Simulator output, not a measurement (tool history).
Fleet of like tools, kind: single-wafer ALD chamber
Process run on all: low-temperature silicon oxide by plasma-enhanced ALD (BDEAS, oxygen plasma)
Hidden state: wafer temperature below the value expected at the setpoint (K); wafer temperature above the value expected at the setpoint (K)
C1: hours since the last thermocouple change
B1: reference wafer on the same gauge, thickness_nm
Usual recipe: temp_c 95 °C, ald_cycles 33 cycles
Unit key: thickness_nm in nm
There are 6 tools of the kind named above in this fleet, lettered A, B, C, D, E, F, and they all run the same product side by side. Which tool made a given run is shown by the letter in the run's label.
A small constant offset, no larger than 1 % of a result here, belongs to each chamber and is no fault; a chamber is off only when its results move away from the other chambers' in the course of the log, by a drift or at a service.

Run 1A, hour 9.8: usual settings; C1 619.9; B1 3.8387. Result: thickness_nm 4.7624 nm.
Run 2B, hour 22.9: usual settings; C1 517.5; B1 3.8403. Result: thickness_nm 4.8216 nm.
Run 3C, hour 31.5: usual settings; C1 2099.8; B1 3.8409. Result: thickness_nm 4.7600 nm.
Run 4E, hour 38.1: usual settings; C1 657.8; B1 3.8394. Result: thickness_nm 4.8140 nm.
Run 5F, hour 44.9: usual settings; C1 1612.7; B1 3.8396. Result: thickness_nm 4.8263 nm.
Run 6D, hour 56.5: usual settings but ald_cycles 28 cycles; C1 1860.4; B1 3.8410. Result: thickness_nm 4.0908 nm.
Run 7B, hour 62.9: usual settings but ald_cycles 28 cycles; C1 557.5; B1 3.8411. Result: thickness_nm 4.0896 nm.
Run 8A, hour 74.0: usual settings but ald_cycles 28 cycles; C1 684.1; B1 3.8354. Result: thickness_nm 4.0646 nm.
Run 9F, hour 84.5: usual settings but ald_cycles 28 cycles; C1 1652.3; B1 3.8393. Result: thickness_nm 4.0856 nm.
Run 10C, hour 96.1: usual settings but ald_cycles 28 cycles; C1 2164.4; B1 3.8415. Result: thickness_nm 4.0617 nm.
Run 11D, hour 104.7: usual settings but ald_cycles 28 cycles; C1 1908.6; B1 3.8421. Result: thickness_nm 4.0908 nm.
Run 12E, hour 117.1: usual settings; C1 736.8; B1 3.8407. Result: thickness_nm 4.7911 nm.
Run 13A, hour 127.1: usual settings but ald_cycles 35 cycles; C1 737.2; B1 3.8401. Result: thickness_nm 5.0780 nm.
Run 14B, hour 140.5: usual settings but ald_cycles 35 cycles; C1 635.1; B1 3.8439. Result: thickness_nm 5.1118 nm.
Run 15E, hour 149.9: usual settings but ald_cycles 35 cycles; C1 769.6; B1 3.8384. Result: thickness_nm 5.0812 nm.
Run 16D, hour 157.9: usual settings but ald_cycles 35 cycles; C1 1961.8; B1 3.8410. Result: thickness_nm 5.1049 nm.
Run 17F, hour 167.4: usual settings but ald_cycles 35 cycles; C1 1735.2; B1 3.8395. Result: thickness_nm 5.1051 nm.
Run 18C, hour 176.0: usual settings but ald_cycles 35 cycles; C1 2244.3; B1 3.8383. Result: thickness_nm 5.0569 nm.
Run 19F, hour 188.0: usual settings but temp_c 106 °C; C1 1755.8; B1 3.8402. Result: thickness_nm 4.6870 nm.
Run 20C, hour 201.4: usual settings but temp_c 106 °C; C1 2269.7; B1 3.8423. Result: thickness_nm 4.6216 nm.
Run 21D, hour 212.3: usual settings but temp_c 106 °C; C1 2016.2; B1 3.8401. Result: thickness_nm 4.6921 nm.
Run 22A, hour 223.2: usual settings but temp_c 106 °C; C1 833.3; B1 3.8374. Result: thickness_nm 4.6563 nm.
Run 23B, hour 236.1: usual settings but temp_c 106 °C; C1 730.7; B1 3.8383. Result: thickness_nm 4.6524 nm.
Run 24E, hour 244.7: usual settings but temp_c 106 °C; C1 864.4; B1 3.8408. Result: thickness_nm 4.6476 nm.
Run 25B, hour 256.9: usual settings; C1 751.5; B1 3.8377. Result: thickness_nm 4.7923 nm.
Run 26D, hour 263.2: usual settings; C1 2067.1; B1 3.8408. Result: thickness_nm 4.8159 nm.
Run 27F, hour 274.7: usual settings; C1 1842.5; B1 3.8404. Result: thickness_nm 4.8145 nm.
Run 28C, hour 281.3: usual settings; C1 2349.6; B1 3.8395. Result: thickness_nm 4.7537 nm.
Run 29E, hour 294.0: usual settings; C1 913.7; B1 3.8398. Result: thickness_nm 4.8289 nm.
Run 30A, hour 308.1: usual settings; C1 918.2; B1 3.8418. Result: thickness_nm 4.8072 nm.
Run 31D, hour 316.8: usual settings; C1 2120.7; B1 3.8387. Result: thickness_nm 4.8258 nm.
Run 32B, hour 325.3: usual settings; C1 819.9; B1 3.8398. Result: thickness_nm 4.8262 nm.
Run 33E, hour 338.1: usual settings; C1 957.8; B1 3.8381. Result: thickness_nm 4.7987 nm.
Run 34C, hour 351.3: usual settings; C1 2419.6; B1 3.8440. Result: thickness_nm 4.7603 nm.
Run 35F, hour 362.9: usual settings; C1 1930.7; B1 3.8408. Result: thickness_nm 4.8071 nm.
Run 36A, hour 369.5: usual settings but ald_cycles 29 cycles; C1 979.6; B1 3.8387. Result: thickness_nm 4.2115 nm.
Run 37B, hour 382.7: usual settings but ald_cycles 29 cycles; C1 877.3; B1 3.8376. Result: thickness_nm 4.2540 nm.
Run 38D, hour 389.6: usual settings but ald_cycles 29 cycles; C1 2193.5; B1 3.8395. Result: thickness_nm 4.2577 nm.
Run 39E, hour 399.2: usual settings but ald_cycles 29 cycles; C1 1018.9; B1 3.8410. Result: thickness_nm 4.2244 nm.
Run 40A, hour 409.4: usual settings but ald_cycles 29 cycles; C1 1019.5; B1 3.8400. Result: thickness_nm 4.2092 nm.
Run 41C, hour 418.0: usual settings but ald_cycles 29 cycles; C1 2486.3; B1 3.8409. Result: thickness_nm 4.1612 nm.

Decide between three cases: one chamber stands off from its peers, the gauge reading all wafers drifts, or nothing is wrong past each chamber's small offset. Where a chamber is off, say which and what most likely put it there.

All chambers stay in line apart from their small fixed offsets, and the gauge does not drift.

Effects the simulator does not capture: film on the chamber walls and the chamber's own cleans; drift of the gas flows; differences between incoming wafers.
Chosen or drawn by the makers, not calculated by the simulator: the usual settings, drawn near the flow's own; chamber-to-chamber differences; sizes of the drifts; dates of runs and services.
